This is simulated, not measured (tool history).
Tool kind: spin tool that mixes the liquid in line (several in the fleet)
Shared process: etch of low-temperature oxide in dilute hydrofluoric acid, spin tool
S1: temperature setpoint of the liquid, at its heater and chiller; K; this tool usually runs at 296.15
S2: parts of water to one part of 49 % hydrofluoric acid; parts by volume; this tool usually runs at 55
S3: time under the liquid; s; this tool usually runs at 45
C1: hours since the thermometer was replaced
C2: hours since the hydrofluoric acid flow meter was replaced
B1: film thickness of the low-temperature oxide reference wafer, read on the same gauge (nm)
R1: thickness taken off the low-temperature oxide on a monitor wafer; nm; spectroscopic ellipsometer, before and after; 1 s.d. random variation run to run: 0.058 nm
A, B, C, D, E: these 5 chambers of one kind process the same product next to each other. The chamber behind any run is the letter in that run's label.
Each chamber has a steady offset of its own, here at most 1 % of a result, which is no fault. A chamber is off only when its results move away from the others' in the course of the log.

{"run": "1B", "hour": 3.1, "S1": 296.15, "S2": 55, "S3": 45, "C1": 1345.4, "C2": 153.8, "B1": 89.996, "R1": 9.2721}
{"run": "2A", "hour": 8.2, "S1": 296.15, "S2": 55, "S3": 45, "C1": 605.6, "C2": 1309.9, "B1": 90.011, "R1": 9.2448}
{"run": "3C", "hour": 13.1, "S1": 296.15, "S2": 55, "S3": 45, "C1": 1086.6, "C2": 1541.9, "B1": 90.001, "R1": 9.303}
{"run": "4E", "hour": 17.6, "S1": 296.15, "S2": 55, "S3": 45, "C1": 472.9, "C2": 451.0, "B1": 90.017, "R1": 9.3216}
{"run": "5D", "hour": 22.5, "S1": 296.15, "S2": 55, "S3": 45, "C1": 622.8, "C2": 280.0, "B1": 90.006, "R1": 9.4714}
{"run": "6D", "hour": 27.4, "S1": 292.65, "S2": 55, "S3": 25, "C1": 627.7, "C2": 284.9, "B1": 89.982, "R1": 4.5338}
{"run": "7E", "hour": 31.9, "S1": 292.65, "S2": 55, "S3": 25, "C1": 487.2, "C2": 465.3, "B1": 89.982, "R1": 4.3849}
{"hour": 32.5, "done": "chamber C: hydrofluoric acid flow meter replaced"}
{"run": "8C", "hour": 37.1, "S1": 292.65, "S2": 55, "S3": 25, "C1": 1110.6, "C2": 4.6, "B1": 89.987, "R1": 4.514}
{"run": "9A", "hour": 40.8, "S1": 292.65, "S2": 55, "S3": 25, "C1": 638.2, "C2": 1342.5, "B1": 90.001, "R1": 4.5083}
{"run": "10B", "hour": 45.8, "S1": 292.65, "S2": 55, "S3": 25, "C1": 1388.1, "C2": 196.5, "B1": 89.976, "R1": 4.5362}
{"run": "11C", "hour": 49.0, "S1": 296.15, "S2": 55, "S3": 45, "C1": 1122.5, "C2": 16.5, "B1": 90.003, "R1": 9.5561}
{"run": "12E", "hour": 53.3, "S1": 296.15, "S2": 55, "S3": 45, "C1": 508.6, "C2": 486.7, "B1": 90.015, "R1": 9.334}
{"run": "13B", "hour": 56.2, "S1": 296.15, "S2": 55, "S3": 45, "C1": 1398.5, "C2": 206.9, "B1": 90.013, "R1": 9.4181}
{"run": "14A", "hour": 59.3, "S1": 293.65, "S2": 40, "S3": 45, "C1": 656.7, "C2": 1361.0, "B1": 89.993, "R1": 11.678}
{"run": "15D", "hour": 63.4, "S1": 293.65, "S2": 40, "S3": 45, "C1": 663.7, "C2": 320.9, "B1": 90.007, "R1": 11.938}
{"run": "16C", "hour": 66.7, "S1": 293.65, "S2": 40, "S3": 45, "C1": 1140.2, "C2": 34.2, "B1": 90.0, "R1": 12.238}
{"run": "17B", "hour": 71.2, "S1": 293.65, "S2": 40, "S3": 45, "C1": 1413.5, "C2": 221.9, "B1": 90.004, "R1": 11.89}
{"run": "18D", "hour": 74.8, "S1": 293.65, "S2": 40, "S3": 45, "C1": 675.1, "C2": 332.3, "B1": 89.999, "R1": 11.92}
{"run": "19E", "hour": 77.9, "S1": 296.15, "S2": 40, "S3": 45, "C1": 533.2, "C2": 511.3, "B1": 89.996, "R1": 12.873}
{"run": "20A", "hour": 82.8, "S1": 296.15, "S2": 40, "S3": 45, "C1": 680.2, "C2": 1384.5, "B1": 89.979, "R1": 12.917}
{"run": "21C", "hour": 86.1, "S1": 296.15, "S2": 40, "S3": 45, "C1": 1159.6, "C2": 53.6, "B1": 90.009, "R1": 13.719}
{"run": "22A", "hour": 91.3, "S1": 296.15, "S2": 40, "S3": 45, "C1": 688.7, "C2": 1393.0, "B1": 89.994, "R1": 13.105}
{"run": "23E", "hour": 94.6, "S1": 296.15, "S2": 40, "S3": 45, "C1": 549.9, "C2": 528.0, "B1": 90.0, "R1": 12.917}
{"run": "24B", "hour": 99.1, "S1": 296.15, "S2": 55, "S3": 45, "C1": 1441.4, "C2": 249.8, "B1": 90.002, "R1": 9.3113}
{"run": "25D", "hour": 102.0, "S1": 296.15, "S2": 55, "S3": 45, "C1": 702.3, "C2": 359.5, "B1": 90.018, "R1": 9.3533}
{"run": "26D", "hour": 104.9, "S1": 296.15, "S2": 55, "S3": 45, "C1": 705.2, "C2": 362.4, "B1": 89.996, "R1": 9.4304}
{"run": "27C", "hour": 108.4, "S1": 296.15, "S2": 55, "S3": 45, "C1": 1181.9, "C2": 75.9, "B1": 90.026, "R1": 9.836}
{"run": "28A", "hour": 111.7, "S1": 296.15, "S2": 55, "S3": 45, "C1": 709.1, "C2": 1413.4, "B1": 90.023, "R1": 9.282}
{"run": "29B", "hour": 116.1, "S1": 299.65, "S2": 40, "S3": 45, "C1": 1458.4, "C2": 266.8, "B1": 89.997, "R1": 15.278}
{"run": "30E", "hour": 118.9, "S1": 299.65, "S2": 40, "S3": 45, "C1": 574.2, "C2": 552.3, "B1": 90.0, "R1": 15.061}
{"run": "31B", "hour": 122.9, "S1": 299.65, "S2": 40, "S3": 45, "C1": 1465.2, "C2": 273.6, "B1": 89.993, "R1": 15.367}
{"run": "32A", "hour": 127.5, "S1": 299.65, "S2": 40, "S3": 45, "C1": 724.9, "C2": 1429.2, "B1": 90.009, "R1": 15.023}
{"run": "33E", "hour": 131.9, "S1": 299.65, "S2": 40, "S3": 45, "C1": 587.2, "C2": 565.3, "B1": 89.997, "R1": 15.043}

Is one chamber off against the others, does the gauge drift, or is nothing wrong? If a chamber is off, say which, and what the likeliest cause is.

It is chamber C that slowly wanders off from its peers.
Most likely cause: liquid hotter than its thermometer reads (K) = 1.73.

Chamber C could run next with any of the 4 candidate recipes listed below; each alters the usual settings, and their results appear as question marks. Which one brings its results back in line with what the other chambers deliver on the usual settings?
A result is in line if it is within this distance of the other chambers' mean on the usual settings: R1 0.2000 nm
{"run": "34C-1", "hour": 135.7, "S1": 295.65, "S2": 60, "S3": 45, "R1": "?"}
{"run": "34C-2", "hour": 135.7, "S1": 294.15, "S2": 55, "S3": 45, "R1": "?"}
{"run": "34C-3", "hour": 135.7, "S1": 298.15, "S2": 55, "S3": 45, "R1": "?"}
{"run": "34C-4", "hour": 135.7, "S1": 299.15, "S2": 55, "S3": 45, "R1": "?"}

What the other chambers average on the usual settings: R1 9.3509 nm
run=34C-1 R1=8.9803
run=34C-2 R1=9.2628
run=34C-3 R1=10.9120
run=34C-4 R1=11.3610
It is 34C-2 that realigns the chamber with its peers.

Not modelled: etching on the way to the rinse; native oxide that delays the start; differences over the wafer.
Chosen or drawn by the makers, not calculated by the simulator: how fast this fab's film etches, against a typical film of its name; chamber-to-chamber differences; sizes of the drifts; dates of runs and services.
